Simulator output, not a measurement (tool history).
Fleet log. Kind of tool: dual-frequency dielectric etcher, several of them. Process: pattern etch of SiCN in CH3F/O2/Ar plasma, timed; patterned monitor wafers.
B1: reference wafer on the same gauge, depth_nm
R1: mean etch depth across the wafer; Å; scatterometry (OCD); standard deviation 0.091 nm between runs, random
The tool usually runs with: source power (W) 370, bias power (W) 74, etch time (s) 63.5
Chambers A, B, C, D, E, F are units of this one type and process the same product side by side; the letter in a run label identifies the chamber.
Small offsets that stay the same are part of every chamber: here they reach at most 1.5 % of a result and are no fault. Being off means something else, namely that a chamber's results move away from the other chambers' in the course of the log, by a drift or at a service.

{"run": "1E", "hour": 5.8, "source power (W)": 370, "bias power (W)": 74, "etch time (s)": 63.5, "B1": 19.5, "R1": 236.77}
{"run": "2C", "hour": 11.4, "source power (W)": 370, "bias power (W)": 74, "etch time (s)": 63.5, "B1": 19.495, "R1": 233.43}
{"hour": 11.7, "done": "chamber D: wet clean of the chamber"}
{"run": "3D", "hour": 16.7, "source power (W)": 370, "bias power (W)": 74, "etch time (s)": 63.5, "B1": 19.483, "R1": 235.49}
{"run": "4B", "hour": 22.1, "source power (W)": 370, "bias power (W)": 74, "etch time (s)": 63.5, "B1": 19.52, "R1": 234.66}
{"run": "5A", "hour": 27.2, "source power (W)": 370, "bias power (W)": 74, "etch time (s)": 63.5, "B1": 19.499, "R1": 236.48}
{"run": "6F", "hour": 34.8, "source power (W)": 370, "bias power (W)": 74, "etch time (s)": 63.5, "B1": 19.485, "R1": 235.53}
{"run": "7B", "hour": 40.6, "source power (W)": 370, "bias power (W)": 74, "etch time (s)": 63.5, "B1": 19.504, "R1": 233.95}
{"hour": 46.7, "done": "chamber C: wet clean of the chamber"}
{"run": "8A", "hour": 47.4, "source power (W)": 370, "bias power (W)": 74, "etch time (s)": 63.5, "B1": 19.501, "R1": 237.79}
{"run": "9D", "hour": 54.0, "source power (W)": 370, "bias power (W)": 74, "etch time (s)": 63.5, "B1": 19.487, "R1": 235.35}
{"hour": 54.3, "done": "chamber F: wet clean of the chamber"}
{"run": "10E", "hour": 59.3, "source power (W)": 370, "bias power (W)": 74, "etch time (s)": 63.5, "B1": 19.491, "R1": 237.59}
{"run": "11C", "hour": 65.5, "source power (W)": 370, "bias power (W)": 74, "etch time (s)": 63.5, "B1": 19.493, "R1": 236.2}
{"run": "12F", "hour": 71.7, "source power (W)": 370, "bias power (W)": 74, "etch time (s)": 63.5, "B1": 19.496, "R1": 235.33}
{"run": "13E", "hour": 78.7, "source power (W)": 370, "bias power (W)": 74, "etch time (s)": 63.5, "B1": 19.513, "R1": 237.14}
{"run": "14D", "hour": 82.3, "source power (W)": 370, "bias power (W)": 82, "etch time (s)": 53.5, "B1": 19.49, "R1": 205.54}
{"run": "15C", "hour": 90.3, "source power (W)": 370, "bias power (W)": 82, "etch time (s)": 53.5, "B1": 19.503, "R1": 202.83}
{"run": "16F", "hour": 95.5, "source power (W)": 370, "bias power (W)": 82, "etch time (s)": 53.5, "B1": 19.482, "R1": 204.3}
{"run": "17B", "hour": 100.2, "source power (W)": 370, "bias power (W)": 82, "etch time (s)": 53.5, "B1": 19.497, "R1": 205.31}
{"run": "18A", "hour": 104.3, "source power (W)": 370, "bias power (W)": 82, "etch time (s)": 53.5, "B1": 19.499, "R1": 205.5}
{"run": "19B", "hour": 107.8, "source power (W)": 370, "bias power (W)": 82, "etch time (s)": 53.5, "B1": 19.488, "R1": 206.92}
{"run": "20E", "hour": 115.2, "source power (W)": 370, "bias power (W)": 74, "etch time (s)": 63.5, "B1": 19.496, "R1": 235.68}
{"run": "21D", "hour": 121.8, "source power (W)": 370, "bias power (W)": 74, "etch time (s)": 63.5, "B1": 19.478, "R1": 235.5}
{"run": "22A", "hour": 126.7, "source power (W)": 370, "bias power (W)": 74, "etch time (s)": 63.5, "B1": 19.521, "R1": 237.1}
{"run": "23F", "hour": 130.6, "source power (W)": 370, "bias power (W)": 74, "etch time (s)": 63.5, "B1": 19.517, "R1": 235.27}
{"run": "24C", "hour": 136.7, "source power (W)": 370, "bias power (W)": 74, "etch time (s)": 63.5, "B1": 19.491, "R1": 235.11}
{"run": "25D", "hour": 140.5, "source power (W)": 370, "bias power (W)": 74, "etch time (s)": 63.5, "B1": 19.492, "R1": 234.81}
{"run": "26E", "hour": 145.0, "source power (W)": 370, "bias power (W)": 74, "etch time (s)": 63.5, "B1": 19.491, "R1": 236.47}
{"hour": 148.0, "done": "chamber A: wet clean of the chamber"}
{"run": "27B", "hour": 151.0, "source power (W)": 370, "bias power (W)": 74, "etch time (s)": 63.5, "B1": 19.499, "R1": 239.98}
{"run": "28A", "hour": 156.5, "source power (W)": 440, "bias power (W)": 67, "etch time (s)": 63.5, "B1": 19.526, "R1": 245.18}
{"run": "29F", "hour": 161.1, "source power (W)": 440, "bias power (W)": 67, "etch time (s)": 63.5, "B1": 19.484, "R1": 241.17}
{"run": "30C", "hour": 166.1, "source power (W)": 440, "bias power (W)": 67, "etch time (s)": 63.5, "B1": 19.498, "R1": 240.18}
{"hour": 166.7, "done": "chamber A: bias power generator calibrated"}
{"run": "31E", "hour": 170.4, "source power (W)": 440, "bias power (W)": 67, "etch time (s)": 63.5, "B1": 19.5, "R1": 244.09}
{"run": "32D", "hour": 174.0, "source power (W)": 440, "bias power (W)": 67, "etch time (s)": 63.5, "B1": 19.506, "R1": 244.15}
{"run": "33B", "hour": 178.6, "source power (W)": 440, "bias power (W)": 67, "etch time (s)": 63.5, "B1": 19.528, "R1": 250.89}
{"run": "34A", "hour": 183.7, "source power (W)": 370, "bias power (W)": 74, "etch time (s)": 63.5, "B1": 19.511, "R1": 237.75}
{"run": "35C", "hour": 189.9, "source power (W)": 370, "bias power (W)": 74, "etch time (s)": 63.5, "B1": 19.5, "R1": 234.61}
{"run": "36F", "hour": 197.8, "source power (W)": 370, "bias power (W)": 74, "etch time (s)": 63.5, "B1": 19.512, "R1": 234.16}
{"run": "37B", "hour": 204.4, "source power (W)": 400, "bias power (W)": 74, "etch time (s)": 56.0, "B1": 19.504, "R1": 220.69}

Each of the 6 chambers runs these same settings next. Fill in every chamber's results:
{"run": "38A", "hour": 210.1, "source power (W)": 410, "bias power (W)": 74, "etch time (s)": 63.5, "R1": "?"}
{"run": "38B", "hour": 210.1, "source power (W)": 410, "bias power (W)": 74, "etch time (s)": 63.5, "R1": "?"}
{"run": "38C", "hour": 210.1, "source power (W)": 410, "bias power (W)": 74, "etch time (s)": 63.5, "R1": "?"}
{"run": "38D", "hour": 210.1, "source power (W)": 410, "bias power (W)": 74, "etch time (s)": 63.5, "R1": "?"}
{"run": "38E", "hour": 210.1, "source power (W)": 410, "bias power (W)": 74, "etch time (s)": 63.5, "R1": "?"}
{"run": "38F", "hour": 210.1, "source power (W)": 410, "bias power (W)": 74, "etch time (s)": 63.5, "R1": "?"}

run=38A R1=243.77
run=38B R1=254.45
run=38C R1=243.48
run=38D R1=245.47
run=38E R1=246.32
run=38F R1=243.28
